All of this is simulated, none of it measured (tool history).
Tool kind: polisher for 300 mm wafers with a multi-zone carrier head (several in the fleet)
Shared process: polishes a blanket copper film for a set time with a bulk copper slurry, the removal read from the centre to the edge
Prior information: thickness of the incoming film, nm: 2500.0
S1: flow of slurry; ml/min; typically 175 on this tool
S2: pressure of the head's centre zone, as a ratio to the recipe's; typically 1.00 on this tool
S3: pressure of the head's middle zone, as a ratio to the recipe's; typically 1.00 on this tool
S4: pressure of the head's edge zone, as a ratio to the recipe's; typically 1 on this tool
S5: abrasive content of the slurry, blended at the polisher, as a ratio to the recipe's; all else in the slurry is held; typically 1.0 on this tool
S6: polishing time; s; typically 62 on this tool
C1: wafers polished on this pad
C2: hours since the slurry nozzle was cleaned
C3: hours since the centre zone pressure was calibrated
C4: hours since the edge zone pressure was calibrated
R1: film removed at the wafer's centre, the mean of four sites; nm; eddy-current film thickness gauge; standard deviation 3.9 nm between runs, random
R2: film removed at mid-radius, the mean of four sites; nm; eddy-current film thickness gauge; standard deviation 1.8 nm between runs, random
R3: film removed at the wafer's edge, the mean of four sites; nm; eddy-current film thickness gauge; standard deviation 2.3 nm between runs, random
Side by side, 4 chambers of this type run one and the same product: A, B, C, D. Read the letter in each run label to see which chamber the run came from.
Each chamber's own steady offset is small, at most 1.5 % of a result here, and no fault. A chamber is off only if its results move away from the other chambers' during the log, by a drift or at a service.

{"hour": 4.8, "done": "chamber C: worn pad replaced by a new one"}
{"hour": 9.8, "done": "chamber B: worn pad replaced by a new one"}
{"run": "1D", "hour": 11.8, "S1": 175, "S2": 1.0, "S3": 1.0, "S4": 1, "S5": 1.0, "S6": 62, "C1": 596, "C2": 140.6, "C3": 142.8, "C4": 890.4, "R1": 285.9, "R2": 290.02, "R3": 284.95}
{"hour": 21.7, "done": "chamber A: worn pad replaced by a new one"}
{"run": "2A", "hour": 23.3, "S1": 175, "S2": 1.0, "S3": 1.0, "S4": 1, "S5": 1.0, "S6": 62, "C1": 22, "C2": 257.3, "C3": 95.7, "C4": 129.4, "R1": 290.09, "R2": 289.5, "R3": 284.27}
{"run": "3C", "hour": 30.7, "S1": 175, "S2": 1.0, "S3": 1.0, "S4": 1, "S5": 1.0, "S6": 62, "C1": 349, "C2": 81.9, "C3": 491.5, "C4": 65.2, "R1": 284.06, "R2": 286.38, "R3": 291.09}
{"hour": 39.4, "done": "chamber A: slurry nozzle cleaned"}
{"run": "4B", "hour": 43.9, "S1": 175, "S2": 1.0, "S3": 1.0, "S4": 1, "S5": 1.0, "S6": 62, "C1": 459, "C2": 290.8, "C3": 1135.1, "C4": 514.7, "R1": 282.83, "R2": 286.63, "R3": 284.26}
{"run": "5D", "hour": 56.2, "S1": 175, "S2": 0.89, "S3": 1.0, "S4": 1, "S5": 1.0, "S6": 79, "C1": 1193, "C2": 185.0, "C3": 187.2, "C4": 934.8, "R1": 322.55, "R2": 374.11, "R3": 360.51}
{"run": "6A", "hour": 62.6, "S1": 175, "S2": 0.89, "S3": 1.0, "S4": 1, "S5": 1.0, "S6": 79, "C1": 551, "C2": 23.2, "C3": 135.0, "C4": 168.7, "R1": 321.01, "R2": 369.59, "R3": 368.24}
{"hour": 66.8, "done": "chamber B: worn pad replaced by a new one"}
{"hour": 67.3, "done": "chamber C: worn pad replaced by a new one"}
{"run": "7B", "hour": 70.2, "S1": 175, "S2": 0.89, "S3": 1.0, "S4": 1, "S5": 1.0, "S6": 79, "C1": 46, "C2": 317.1, "C3": 1161.4, "C4": 541.0, "R1": 318.23, "R2": 366.54, "R3": 363.24}
{"hour": 77.0, "done": "chamber A: worn pad replaced by a new one"}
{"run": "8C", "hour": 78.5, "S1": 175, "S2": 0.89, "S3": 1.0, "S4": 1, "S5": 1.0, "S6": 79, "C1": 152, "C2": 129.7, "C3": 539.3, "C4": 113.0, "R1": 324.64, "R2": 363.33, "R3": 365.89}
{"run": "9B", "hour": 86.8, "S1": 175, "S2": 1.0, "S3": 1.0, "S4": 1, "S5": 1.0, "S6": 62, "C1": 269, "C2": 333.7, "C3": 1178.0, "C4": 557.6, "R1": 286.26, "R2": 288.16, "R3": 287.47}
{"hour": 92.6, "done": "chamber D: worn pad replaced by a new one"}
{"run": "10D", "hour": 94.8, "S1": 220, "S2": 1.0, "S3": 0.93, "S4": 1, "S5": 1.0, "S6": 62, "C1": 30, "C2": 223.6, "C3": 225.8, "C4": 973.4, "R1": 297.96, "R2": 280.37, "R3": 292.96}
{"run": "11A", "hour": 101.1, "S1": 220, "S2": 1.0, "S3": 0.93, "S4": 1, "S5": 1.0, "S6": 62, "C1": 325, "C2": 61.7, "C3": 173.5, "C4": 207.2, "R1": 297.54, "R2": 277.51, "R3": 294.86}
{"run": "12C", "hour": 108.9, "S1": 220, "S2": 1.0, "S3": 0.93, "S4": 1, "S5": 1.0, "S6": 62, "C1": 561, "C2": 160.1, "C3": 569.7, "C4": 143.4, "R1": 299.51, "R2": 272.03, "R3": 297.23}
{"run": "13D", "hour": 115.9, "S1": 220, "S2": 1.0, "S3": 0.93, "S4": 1, "S5": 1.0, "S6": 62, "C1": 314, "C2": 244.7, "C3": 246.9, "C4": 994.5, "R1": 291.48, "R2": 278.55, "R3": 293.96}
{"run": "14C", "hour": 122.0, "S1": 175, "S2": 1.0, "S3": 1.0, "S4": 1, "S5": 1.0, "S6": 62, "C1": 737, "C2": 173.2, "C3": 582.8, "C4": 156.5, "R1": 286.44, "R2": 284.89, "R3": 287.09}
{"run": "15A", "hour": 129.3, "S1": 175, "S2": 1.0, "S3": 1.0, "S4": 1, "S5": 0.8, "S6": 75, "C1": 704, "C2": 89.9, "C3": 201.7, "C4": 235.4, "R1": 325.76, "R2": 332.26, "R3": 329.65}
{"hour": 131.3, "done": "chamber A: worn pad replaced by a new one"}
{"run": "16B", "hour": 136.5, "S1": 175, "S2": 1.0, "S3": 1.0, "S4": 1, "S5": 0.8, "S6": 75, "C1": 938, "C2": 383.4, "C3": 1227.7, "C4": 607.3, "R1": 333.38, "R2": 325.29, "R3": 326.31}
{"hour": 137.0, "done": "chamber B: worn pad replaced by a new one"}
{"run": "17B", "hour": 146.1, "S1": 175, "S2": 1.0, "S3": 1.0, "S4": 1, "S5": 0.8, "S6": 75, "C1": 123, "C2": 393.0, "C3": 1237.3, "C4": 616.9, "R1": 321.02, "R2": 329.28, "R3": 323.65}
{"hour": 148.4, "done": "chamber C: worn pad replaced by a new one"}
{"run": "18D", "hour": 152.4, "S1": 175, "S2": 1.0, "S3": 1.0, "S4": 1, "S5": 0.8, "S6": 75, "C1": 805, "C2": 281.2, "C3": 283.4, "C4": 1031.0, "R1": 330.38, "R2": 335.16, "R3": 326.63}
{"run": "19C", "hour": 162.5, "S1": 175, "S2": 1.0, "S3": 0.93, "S4": 1, "S5": 1.0, "S6": 62, "C1": 190, "C2": 213.7, "C3": 623.3, "C4": 197.0, "R1": 281.64, "R2": 264.71, "R3": 289.2}
{"hour": 165.7, "done": "chamber B: centre zone pressure recalibrated"}
{"run": "20A", "hour": 174.2, "S1": 175, "S2": 1.0, "S3": 0.93, "S4": 1, "S5": 1.0, "S6": 62, "C1": 577, "C2": 134.8, "C3": 246.6, "C4": 280.3, "R1": 285.53, "R2": 266.67, "R3": 289.73}
{"hour": 179.9, "done": "chamber C: slurry nozzle cleaned"}
{"run": "21D", "hour": 182.9, "S1": 175, "S2": 1.0, "S3": 0.93, "S4": 1, "S5": 1.0, "S6": 62, "C1": 1216, "C2": 311.7, "C3": 313.9, "C4": 1061.5, "R1": 283.3, "R2": 272.22, "R3": 286.56}
{"hour": 186.0, "done": "chamber A: worn pad replaced by a new one"}
{"run": "22B", "hour": 189.4, "S1": 175, "S2": 1.0, "S3": 0.93, "S4": 1, "S5": 1.0, "S6": 62, "C1": 706, "C2": 436.3, "C3": 23.8, "C4": 660.2, "R1": 270.2, "R2": 258.47, "R3": 275.05}
{"run": "23C", "hour": 200.1, "S1": 175, "S2": 1.0, "S3": 1.0, "S4": 1, "S5": 1.0, "S6": 62, "C1": 696, "C2": 20.3, "C3": 660.9, "C4": 234.6, "R1": 290.65, "R2": 282.83, "R3": 287.46}
{"hour": 201.1, "done": "chamber D: slurry nozzle cleaned"}
{"hour": 201.6, "done": "chamber B: worn pad replaced by a new one"}
{"hour": 210.4, "done": "chamber D: worn pad replaced by a new one"}
{"run": "24A", "hour": 212.3, "S1": 175, "S2": 1.0, "S3": 1.0, "S4": 1, "S5": 1.0, "S6": 62, "C1": 353, "C2": 172.9, "C3": 284.7, "C4": 318.4, "R1": 278.22, "R2": 286.62, "R3": 288.65}
{"run": "25D", "hour": 220.5, "S1": 175, "S2": 1.0, "S3": 1.0, "S4": 1, "S5": 1.0, "S6": 62, "C1": 137, "C2": 19.4, "C3": 351.5, "C4": 1099.1, "R1": 284.23, "R2": 292.28, "R3": 287.33}
{"run": "26A", "hour": 228.0, "S1": 175, "S2": 1.0, "S3": 1.0, "S4": 1, "S5": 1.0, "S6": 62, "C1": 565, "C2": 188.6, "C3": 300.4, "C4": 334.1, "R1": 280.34, "R2": 285.05, "R3": 286.45}
{"hour": 229.8, "done": "chamber C: worn pad replaced by a new one"}
{"run": "27B", "hour": 240.2, "S1": 175, "S2": 1.0, "S3": 1.0, "S4": 1, "S5": 1.0, "S6": 62, "C1": 520, "C2": 487.1, "C3": 74.6, "C4": 711.0, "R1": 262.85, "R2": 264.33, "R3": 267.16}
{"run": "28C", "hour": 251.3, "S1": 120, "S2": 1.0, "S3": 0.92, "S4": 1, "S5": 1.0, "S6": 62, "C1": 289, "C2": 71.5, "C3": 712.1, "C4": 285.8, "R1": 260.35, "R2": 243.55, "R3": 273.25}

Does one chamber stand apart from the rest, does the shared gauge drift, or is all well apart from small per-chamber offsets? Give the chamber and the most likely cause, where there is one.

One chamber, B, drifts off from the rest bit by bit.
What lies behind it: slurry flow missing at the pad, % = 36.6.

Which of the 4 candidates below, each the usual settings with something changed and its results left as question marks, puts chamber B back in line with what the other chambers give on the usual settings?
To be in line, a result may differ from the other chambers' mean on the usual settings by at most: R1 14.00 nm; R2 6.40 nm; R3 8.10 nm
{"run": "29B-1", "hour": 261.4, "S1": 170, "S2": 0.97, "S3": 0.99, "S4": 1.01, "S5": 1.0, "S6": 58, "R1": "?", "R2": "?", "R3": "?"}
{"run": "29B-2", "hour": 261.4, "S1": 160, "S2": 0.95, "S3": 0.99, "S4": 1.02, "S5": 1.0, "S6": 55, "R1": "?", "R2": "?", "R3": "?"}
{"run": "29B-3", "hour": 261.4, "S1": 185, "S2": 1.03, "S3": 1.0, "S4": 0.99, "S5": 1.0, "S6": 67, "R1": "?", "R2": "?", "R3": "?"}
{"run": "29B-4", "hour": 261.4, "S1": 185, "S2": 1.05, "S3": 1.01, "S4": 0.98, "S5": 1.0, "S6": 70, "R1": "?", "R2": "?", "R3": "?"}

What the other chambers average on the usual settings: R1 286.80 nm; R2 287.12 nm; R3 287.36 nm
run=29B-1 R1=227.62 R2=241.27 R3=247.93
run=29B-2 R1=206.99 R2=225.03 R3=233.66
run=29B-3 R1=287.71 R2=287.34 R3=287.63
run=29B-4 R1=306.94 R2=302.88 R3=298.87
It is 29B-3 that realigns the chamber with its peers.

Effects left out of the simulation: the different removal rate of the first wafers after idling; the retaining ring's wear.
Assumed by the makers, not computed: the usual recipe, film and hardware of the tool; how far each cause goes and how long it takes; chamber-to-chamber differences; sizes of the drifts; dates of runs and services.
